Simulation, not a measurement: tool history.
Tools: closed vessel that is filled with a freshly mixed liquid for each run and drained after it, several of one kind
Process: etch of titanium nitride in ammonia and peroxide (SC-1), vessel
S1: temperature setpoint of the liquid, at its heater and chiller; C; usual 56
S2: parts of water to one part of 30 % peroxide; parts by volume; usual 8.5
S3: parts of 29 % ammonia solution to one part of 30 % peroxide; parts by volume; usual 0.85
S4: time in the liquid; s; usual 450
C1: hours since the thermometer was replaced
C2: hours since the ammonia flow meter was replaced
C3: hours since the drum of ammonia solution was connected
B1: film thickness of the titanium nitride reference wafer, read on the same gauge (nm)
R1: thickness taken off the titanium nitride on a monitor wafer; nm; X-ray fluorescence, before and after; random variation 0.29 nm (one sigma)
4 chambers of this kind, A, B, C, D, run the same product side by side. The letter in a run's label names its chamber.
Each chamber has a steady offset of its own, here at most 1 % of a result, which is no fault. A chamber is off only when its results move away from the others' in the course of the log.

{"run": "1B", "hour": 5.8, "S1": 56, "S2": 8.5, "S3": 0.85, "S4": 450, "C1": 1331.3, "C2": 341.9, "C3": 495.9, "B1": 110, "R1": 36.414}
{"run": "2A", "hour": 11.6, "S1": 56, "S2": 8.5, "S3": 0.85, "S4": 450, "C1": 986.3, "C2": 441.9, "C3": 556.3, "B1": 109.99, "R1": 36.096}
{"run": "3D", "hour": 20.9, "S1": 56, "S2": 8.5, "S3": 0.85, "S4": 450, "C1": 303.6, "C2": 294.5, "C3": 368.7, "B1": 110.01, "R1": 35.721}
{"run": "4C", "hour": 32.2, "S1": 56, "S2": 8.5, "S3": 0.85, "S4": 450, "C1": 408.8, "C2": 160.3, "C3": 500, "B1": 109.99, "R1": 35.388}
{"run": "5A", "hour": 42.2, "S1": 56, "S2": 8.5, "S3": 0.85, "S4": 450, "C1": 1016.9, "C2": 472.5, "C3": 586.9, "B1": 109.99, "R1": 35.965}
{"run": "6D", "hour": 49.1, "S1": 56, "S2": 8.5, "S3": 0.85, "S4": 450, "C1": 331.8, "C2": 322.7, "C3": 396.9, "B1": 110.01, "R1": 35.977}
{"run": "7C", "hour": 55.1, "S1": 56, "S2": 8.5, "S3": 0.85, "S4": 450, "C1": 431.7, "C2": 183.2, "C3": 522.9, "B1": 110, "R1": 35.627}
{"run": "8B", "hour": 64.7, "S1": 56, "S2": 8.5, "S3": 0.85, "S4": 450, "C1": 1390.2, "C2": 400.8, "C3": 554.8, "B1": 110.01, "R1": 35.422}
{"run": "9A", "hour": 72.4, "S1": 56, "S2": 8.5, "S3": 0.85, "S4": 450, "C1": 1047.1, "C2": 502.7, "C3": 617.1, "B1": 110, "R1": 35.633}
{"run": "10C", "hour": 80.7, "S1": 56, "S2": 8.5, "S3": 0.85, "S4": 450, "C1": 457.3, "C2": 208.8, "C3": 548.5, "B1": 110.01, "R1": 36.295}
{"run": "11D", "hour": 91.0, "S1": 56, "S2": 8.5, "S3": 0.85, "S4": 450, "C1": 373.7, "C2": 364.6, "C3": 438.8, "B1": 110, "R1": 36.067}
{"run": "12B", "hour": 96.4, "S1": 52, "S2": 11.5, "S3": 0.85, "S4": 450, "C1": 1421.9, "C2": 432.5, "C3": 586.5, "B1": 110.02, "R1": 22.927}
{"run": "13D", "hour": 104.6, "S1": 52, "S2": 11.5, "S3": 0.85, "S4": 450, "C1": 387.3, "C2": 378.2, "C3": 452.4, "B1": 110.01, "R1": 23.693}
{"hour": 108.6, "done": "chamber C: new drum of ammonia solution connected"}
{"run": "14B", "hour": 111.4, "S1": 52, "S2": 11.5, "S3": 0.85, "S4": 450, "C1": 1436.9, "C2": 447.5, "C3": 601.5, "B1": 110.01, "R1": 22.939}
{"run": "15A", "hour": 121.2, "S1": 52, "S2": 11.5, "S3": 0.85, "S4": 450, "C1": 1095.9, "C2": 551.5, "C3": 665.9, "B1": 110.01, "R1": 23.179}
{"run": "16C", "hour": 127.4, "S1": 56, "S2": 8.5, "S3": 0.85, "S4": 695, "C1": 504, "C2": 255.5, "C3": 18.9, "B1": 110.02, "R1": 54.779}
{"run": "17D", "hour": 133.8, "S1": 56, "S2": 8.5, "S3": 0.85, "S4": 695, "C1": 416.5, "C2": 407.4, "C3": 481.6, "B1": 110, "R1": 55.602}
{"run": "18C", "hour": 142.4, "S1": 56, "S2": 8.5, "S3": 0.85, "S4": 695, "C1": 519, "C2": 270.5, "C3": 33.9, "B1": 110.01, "R1": 55.191}
{"run": "19A", "hour": 147.5, "S1": 56, "S2": 8.5, "S3": 0.85, "S4": 695, "C1": 1122.2, "C2": 577.8, "C3": 692.2, "B1": 110, "R1": 54.836}
{"run": "20B", "hour": 156.3, "S1": 56, "S2": 8.5, "S3": 0.85, "S4": 450, "C1": 1481.8, "C2": 492.4, "C3": 646.4, "B1": 110, "R1": 35.006}
{"run": "21A", "hour": 167.0, "S1": 56, "S2": 8.5, "S3": 0.85, "S4": 450, "C1": 1141.7, "C2": 597.3, "C3": 711.7, "B1": 110.01, "R1": 36.616}
{"run": "22D", "hour": 171.9, "S1": 56, "S2": 8.5, "S3": 0.85, "S4": 450, "C1": 454.6, "C2": 445.5, "C3": 519.7, "B1": 109.97, "R1": 35.823}
{"hour": 174.7, "done": "chamber C: thermometer replaced"}
{"run": "23C", "hour": 179.8, "S1": 56, "S2": 8.5, "S3": 0.85, "S4": 450, "C1": 5.1, "C2": 307.9, "C3": 71.3, "B1": 110, "R1": 35.517}
{"hour": 181.6, "done": "chamber B: ammonia flow meter replaced"}
{"run": "24B", "hour": 185.6, "S1": 56, "S2": 8.5, "S3": 0.85, "S4": 450, "C1": 1511.1, "C2": 4, "C3": 675.7, "B1": 110, "R1": 34.42}
{"run": "25A", "hour": 192.1, "S1": 56, "S2": 8.5, "S3": 0.85, "S4": 450, "C1": 1166.8, "C2": 622.4, "C3": 736.8, "B1": 110, "R1": 36.238}

What goes on in this fleet: one chamber off, a drifting gauge, or nothing beyond the chambers' own small offsets? Name the chamber and the cause, if any.

Chamber B drifts away from the others.
Cause: liquid colder than its thermometer reads (K) = 0.86.

Here are 4 candidates for chamber B's next run, each the usual settings with a change, their results left as question marks. Which one brings its results back in line with what the others give on the usual settings?
In line means no further than this from the other chambers' mean on the usual settings: R1 1 nm
{"run": "26B-1", "hour": 200.2, "S1": 57, "S2": 8.5, "S3": 0.85, "S4": 470, "R1": "?"}
{"run": "26B-2", "hour": 200.2, "S1": 56.5, "S2": 8.5, "S3": 0.85, "S4": 460, "R1": "?"}
{"run": "26B-3", "hour": 200.2, "S1": 56, "S2": 8.5, "S3": 0.85, "S4": 425, "R1": "?"}
{"run": "26B-4", "hour": 200.2, "S1": 56, "S2": 8.5, "S3": 0.85, "S4": 410, "R1": "?"}

The other chambers' mean on the usual settings: R1 35.979 nm
run=26B-1 R1=38.138
run=26B-2 R1=36.093
run=26B-3 R1=32.242
run=26B-4 R1=31.104
26B-2 brings the chamber back in line.
